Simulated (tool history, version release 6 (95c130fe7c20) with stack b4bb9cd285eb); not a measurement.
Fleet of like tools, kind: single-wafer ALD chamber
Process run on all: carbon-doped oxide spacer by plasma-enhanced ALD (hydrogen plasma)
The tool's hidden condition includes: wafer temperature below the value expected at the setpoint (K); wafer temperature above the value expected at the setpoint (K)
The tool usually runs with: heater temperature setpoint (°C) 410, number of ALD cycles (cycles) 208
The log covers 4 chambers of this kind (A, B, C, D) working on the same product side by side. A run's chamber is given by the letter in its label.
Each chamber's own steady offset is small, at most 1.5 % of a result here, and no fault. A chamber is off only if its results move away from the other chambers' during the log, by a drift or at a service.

run   hour  heater temperature setpoint (°C)  number of ALD cycles (cycles)  hours since the last thermocouple change  read-back reference wafer on the same gauge, thickness_nm  mean film thickness on the monitor wafer (nm)
 1C    2.1                               410                            208                                     335.4                                                     11.196                                         10.179
 2D    5.4                               410                            208                                     394.8                                                     11.201                                         10.018
 3A    7.6                               410                            208                                     673.3                                                     11.193                                         10.048
 4B    9.6                               410                            208                                      1607                                                     11.193                                         10.009
 5C   13.7                               410                            208                                       347                                                     11.192                                          10.19
 6D   18.2                               410                            208                                     407.6                                                      11.19                                         9.9881
 7B   21.1                               410                            208                                    1618.5                                                      11.19                                         10.029
 8A   24.2                               419                            208                                     689.9                                                     11.188                                         9.7876
 9D     28                               419                            208                                     417.4                                                     11.179                                         9.7292
10B   30.6                               419                            208                                      1628                                                     11.181                                         9.7129
11C   33.8                               419                            208                                     367.1                                                      11.18                                         9.9184
12A   36.8                               423                            184                                     702.5                                                     11.176                                         8.5325
13B   40.8                               423                            184                                    1638.2                                                     11.178                                         8.4727
14C   43.9                               423                            184                                     377.2                                                      11.17                                         8.6341
15D   47.2                               423                            184                                     436.6                                                     11.171                                          8.465
16A   51.5                               410                            208                                     717.2                                                     11.162                                         10.052
17B   53.5                               410                            234                                    1650.9                                                     11.164                                         11.229
18A   56.9                               410                            234                                     722.6                                                     11.168                                         11.322
19C   61.2                               410                            234                                     394.5                                                     11.163                                         11.433
20D   64.9                               410                            234                                     454.3                                                     11.161                                         11.199
21D   66.9                               410                            208                                     456.3                                                     11.161                                          9.984
22C   69.3                               410                            208                                     402.6                                                     11.162                                         10.174
23A     73                               410                            208                                     738.7                                                     11.151                                         10.022
24B   75.5                               410                            208                                    1672.9                                                     11.152                                         9.9794
25D   79.2                               410                            208                                     468.6                                                     11.149                                         9.9606
26A   81.6                               410                            208                                     747.3                                                     11.147                                         10.008
27B   84.9                               410                            208                                    1682.3                                                     11.148                                         9.9504
28C   88.7                               410                            208                                       422                                                     11.148                                         10.127
29B     93                               410                            208                                    1690.4                                                     11.141                                         9.9656
30D   96.7                               410                            208                                     486.1                                                     11.135                                         9.9563
31A   99.5                               410                            208                                     765.2                                                      11.14                                         10.024
32C  103.1                               410                            208                                     436.4                                                     11.138                                          10.15
33C  105.8                               410                            208                                     439.1                                                     11.134                                         10.138
34A  109.3                               397                            231                                       775                                                     11.131                                          11.45
35B  112.2                               397                            231                                    1709.6                                                     11.131                                          11.43

All chambers now run identical settings, listed one chamber a line with results as question marks. What results will each chamber show?
36A  115.5                               410                            232                                                                                                                                                   ?
36B  115.5                               410                            232                                                                                                                                                   ?
36C  115.5                               410                            232                                                                                                                                                   ?
36D  115.5                               410                            232                                                                                                                                                   ?

run  mean film thickness on the monitor wafer (nm)
36A                                         11.172
36B                                         11.059
36C                                         11.295
36D                                         11.086

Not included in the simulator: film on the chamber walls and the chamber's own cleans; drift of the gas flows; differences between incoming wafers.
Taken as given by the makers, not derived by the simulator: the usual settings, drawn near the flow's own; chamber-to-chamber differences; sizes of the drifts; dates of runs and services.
